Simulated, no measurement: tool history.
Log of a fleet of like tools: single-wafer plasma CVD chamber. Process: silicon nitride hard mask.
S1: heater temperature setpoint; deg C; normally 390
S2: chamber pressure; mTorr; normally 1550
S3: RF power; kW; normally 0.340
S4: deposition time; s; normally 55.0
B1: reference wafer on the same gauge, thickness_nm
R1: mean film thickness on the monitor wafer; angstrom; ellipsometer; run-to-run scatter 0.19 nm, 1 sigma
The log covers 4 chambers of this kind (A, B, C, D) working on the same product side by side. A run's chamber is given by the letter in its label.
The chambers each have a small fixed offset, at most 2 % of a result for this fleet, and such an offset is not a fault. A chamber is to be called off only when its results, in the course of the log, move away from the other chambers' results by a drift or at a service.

{"run": "1A", "hour": 14.4, "S1": 390, "S2": 1550, "S3": 0.34, "S4": 55.0, "B1": 78.408, "R1": 681.19}
{"run": "2D", "hour": 26.6, "S1": 390, "S2": 1550, "S3": 0.34, "S4": 55.0, "B1": 78.378, "R1": 679.24}
{"hour": 32.0, "done": "chamber D: capacitance manometer re-zeroed and calibrated"}
{"run": "3B", "hour": 40.4, "S1": 390, "S2": 1550, "S3": 0.34, "S4": 55.0, "B1": 78.351, "R1": 682.98}
{"run": "4C", "hour": 53.4, "S1": 390, "S2": 1550, "S3": 0.34, "S4": 55.0, "B1": 78.409, "R1": 671.75}
{"run": "5B", "hour": 64.1, "S1": 390, "S2": 1550, "S3": 0.34, "S4": 55.0, "B1": 78.384, "R1": 681.49}
{"run": "6D", "hour": 80.3, "S1": 390, "S2": 1550, "S3": 0.34, "S4": 55.0, "B1": 78.402, "R1": 681.95}
{"run": "7C", "hour": 94.9, "S1": 390, "S2": 1820, "S3": 0.34, "S4": 55.0, "B1": 78.418, "R1": 707.06}
{"run": "8A", "hour": 103.3, "S1": 390, "S2": 1820, "S3": 0.34, "S4": 55.0, "B1": 78.403, "R1": 714.94}
{"run": "9A", "hour": 112.2, "S1": 390, "S2": 1820, "S3": 0.34, "S4": 55.0, "B1": 78.401, "R1": 714.24}
{"run": "10D", "hour": 125.4, "S1": 390, "S2": 1820, "S3": 0.34, "S4": 55.0, "B1": 78.399, "R1": 715.18}
{"run": "11B", "hour": 137.3, "S1": 390, "S2": 1550, "S3": 0.34, "S4": 55.0, "B1": 78.395, "R1": 685.18}
{"run": "12C", "hour": 148.4, "S1": 390, "S2": 1550, "S3": 0.34, "S4": 55.0, "B1": 78.441, "R1": 672.2}
{"run": "13A", "hour": 164.5, "S1": 390, "S2": 1550, "S3": 0.34, "S4": 55.0, "B1": 78.352, "R1": 680.81}
{"run": "14D", "hour": 171.7, "S1": 390, "S2": 1550, "S3": 0.32, "S4": 49.1, "B1": 78.452, "R1": 586.84}
{"run": "15B", "hour": 183.8, "S1": 390, "S2": 1550, "S3": 0.32, "S4": 49.1, "B1": 78.422, "R1": 593.62}
{"run": "16C", "hour": 192.0, "S1": 390, "S2": 1550, "S3": 0.32, "S4": 49.1, "B1": 78.391, "R1": 574.4}
{"run": "17C", "hour": 207.2, "S1": 390, "S2": 1550, "S3": 0.32, "S4": 49.1, "B1": 78.412, "R1": 578.74}
{"run": "18D", "hour": 215.9, "S1": 390, "S2": 1550, "S3": 0.34, "S4": 55.0, "B1": 78.467, "R1": 683.96}
{"run": "19B", "hour": 226.8, "S1": 390, "S2": 1550, "S3": 0.34, "S4": 55.0, "B1": 78.331, "R1": 693.46}
{"run": "20A", "hour": 237.6, "S1": 390, "S2": 1550, "S3": 0.34, "S4": 55.0, "B1": 78.402, "R1": 685.02}
{"run": "21A", "hour": 245.3, "S1": 390, "S2": 1550, "S3": 0.34, "S4": 55.0, "B1": 78.407, "R1": 681.41}
{"run": "22D", "hour": 257.5, "S1": 390, "S2": 1550, "S3": 0.34, "S4": 55.0, "B1": 78.429, "R1": 682.58}
{"run": "23B", "hour": 270.4, "S1": 390, "S2": 1550, "S3": 0.34, "S4": 55.0, "B1": 78.438, "R1": 695.38}
{"run": "24C", "hour": 281.9, "S1": 390, "S2": 1550, "S3": 0.34, "S4": 55.0, "B1": 78.448, "R1": 674.56}
{"run": "25B", "hour": 293.1, "S1": 390, "S2": 1550, "S3": 0.34, "S4": 55.0, "B1": 78.359, "R1": 694.65}
{"hour": 305.6, "done": "chamber C: RF generator calibrated"}
{"run": "26C", "hour": 306.4, "S1": 390, "S2": 1550, "S3": 0.34, "S4": 55.0, "B1": 78.348, "R1": 670.55}

Decide between three cases: one chamber stands off from its peers, the gauge reading all wafers drifts, or nothing is wrong past each chamber's small offset. Where a chamber is off, say which and what most likely put it there.

Chamber B drifts away from the others.
Most likely cause: true pressure above the setpoint (%) = 7.43.

Below are 4 candidate recipes for chamber B's next run, each the usual settings with a change, their results shown as question marks. Which of them brings B's results back in line with what the other chambers give on the usual settings?
A result is in line if it is within this distance of the other chambers' mean on the usual settings: R1 6.70 angstrom
{"run": "27B-1", "hour": 318.1, "S1": 390, "S2": 1560, "S3": 0.345, "S4": 56.0, "R1": "?"}
{"run": "27B-2", "hour": 318.1, "S1": 390, "S2": 1540, "S3": 0.335, "S4": 54.0, "R1": "?"}
{"run": "27B-3", "hour": 318.1, "S1": 390, "S2": 1580, "S3": 0.34, "S4": 57.4, "R1": "?"}
{"run": "27B-4", "hour": 318.1, "S1": 390, "S2": 1490, "S3": 0.32, "S4": 55.0, "R1": "?"}

Other chambers, usual settings, mean: R1 678.38 angstrom
run=27B-1 R1=718.12
run=27B-2 R1=677.63
run=27B-3 R1=732.00
run=27B-4 R1=664.02
27B-2 brings the chamber back in line.
